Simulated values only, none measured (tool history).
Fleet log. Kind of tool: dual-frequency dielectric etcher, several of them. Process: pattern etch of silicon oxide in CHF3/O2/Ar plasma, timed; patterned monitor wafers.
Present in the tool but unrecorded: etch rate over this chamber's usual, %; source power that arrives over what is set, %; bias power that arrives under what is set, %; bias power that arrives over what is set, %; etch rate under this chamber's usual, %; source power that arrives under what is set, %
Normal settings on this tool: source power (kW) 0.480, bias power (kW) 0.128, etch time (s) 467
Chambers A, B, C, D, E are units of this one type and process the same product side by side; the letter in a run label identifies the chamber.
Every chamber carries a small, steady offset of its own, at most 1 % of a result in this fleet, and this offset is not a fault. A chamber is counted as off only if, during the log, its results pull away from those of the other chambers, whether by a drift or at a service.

run,hour,source power (kW),bias power (kW),etch time (s),hours since the last wet clean,hours since the last source power generator calibration,hours since the last bias power generator calibration,"read-back reference wafer on the same gauge, depth_nm",mean etch depth across the wafer (angstrom)
1E,3.6,0.480,0.128,467,283.0,3160.8,487.7,772.07,7593.0
2D,9.6,0.480,0.128,467,99.9,2177.4,3145.6,772.44,7597.7
3A,14.8,0.480,0.128,467,336.3,754.1,2823.4,772.43,7514.7
4B,18.8,0.480,0.128,467,446.1,2114.8,838.1,772.48,7552.5
5C,24.1,0.480,0.128,467,29.0,250.9,1235.1,772.71,7640.8
6C,27.2,0.480,0.128,467,32.1,254.0,1238.2,773.01,7648.4
7D,32.1,0.480,0.128,467,122.4,2199.9,3168.1,772.83,7619.1
8A,37.1,0.480,0.114,467,358.6,776.4,2845.7,772.87,7233.6
9E,43.6,0.480,0.114,467,323.0,3200.8,527.7,773.38,7331.6
10B,49.9,0.480,0.114,467,477.2,2145.9,869.2,773.06,7325.5
11A,53.7,0.480,0.114,467,375.2,793.0,2862.3,773.27,7230.3
12B,58.4,0.480,0.114,467,485.7,2154.4,877.7,773.55,7302.4
13C,64.8,0.480,0.128,467,69.7,291.6,1275.8,773.42,7664.7
14D,69.5,0.480,0.128,467,159.8,2237.3,3205.5,773.62,7624.2
15E,74.8,0.480,0.128,467,354.2,3232.0,558.9,773.74,7615.4
16B,81.4,0.480,0.128,467,508.7,2177.4,900.7,774.14,7571.8
# hour 84.1: chamber B: wet clean of the chamber
17E,86.4,0.480,0.128,467,365.8,3243.6,570.5,774.01,7603.5
18C,92.0,0.480,0.128,467,96.9,318.8,1303.0,774.33,7666.0
19A,95.4,0.480,0.128,467,416.9,834.7,2904.0,774.12,7535.1
20D,98.6,0.480,0.128,467,188.9,2266.4,3234.6,774.52,7611.6
21D,105.2,0.480,0.128,467,195.5,2273.0,3241.2,774.66,7604.6
22A,109.4,0.480,0.128,467,430.9,848.7,2918.0,774.63,7527.3
23E,113.3,0.480,0.128,467,392.7,3270.5,597.4,774.71,7634.6
24B,119.5,0.480,0.128,467,35.5,2215.5,938.8,774.81,7587.8
25C,124.6,0.480,0.128,467,129.5,351.4,1335.6,775.11,7669.6
26D,130.1,0.480,0.128,467,220.4,2297.9,3266.1,774.93,7633.1
27B,134.9,0.480,0.106,566,50.9,2230.9,954.2,775.32,8647.2
28C,141.3,0.480,0.106,566,146.2,368.1,1352.3,775.26,8765.1
29E,144.7,0.480,0.106,566,424.1,3301.9,628.8,775.44,8707.3
30A,147.9,0.480,0.106,566,469.4,887.2,2956.5,775.59,8617.7
31B,154.5,0.480,0.106,566,70.5,2250.5,973.8,775.52,8678.6
32D,160.6,0.480,0.128,467,250.9,2328.4,3296.6,775.70,7628.9
33C,166.2,0.480,0.128,467,171.1,393.0,1377.2,776.09,7690.7
34A,169.3,0.480,0.128,467,490.8,908.6,2977.9,776.18,7529.4
35E,175.9,0.480,0.128,467,455.3,3333.1,660.0,776.32,7636.8
36B,181.7,0.480,0.128,467,97.7,2277.7,1001.0,776.54,7603.9

What goes on in this fleet: one chamber off, a drifting gauge, or nothing beyond the chambers' own small offsets? Name the chamber and the cause, if any.

Gauge drift. The chambers move together only on paper, and none stands off.
What lies behind it: gauge reads high (%) = 0.58.
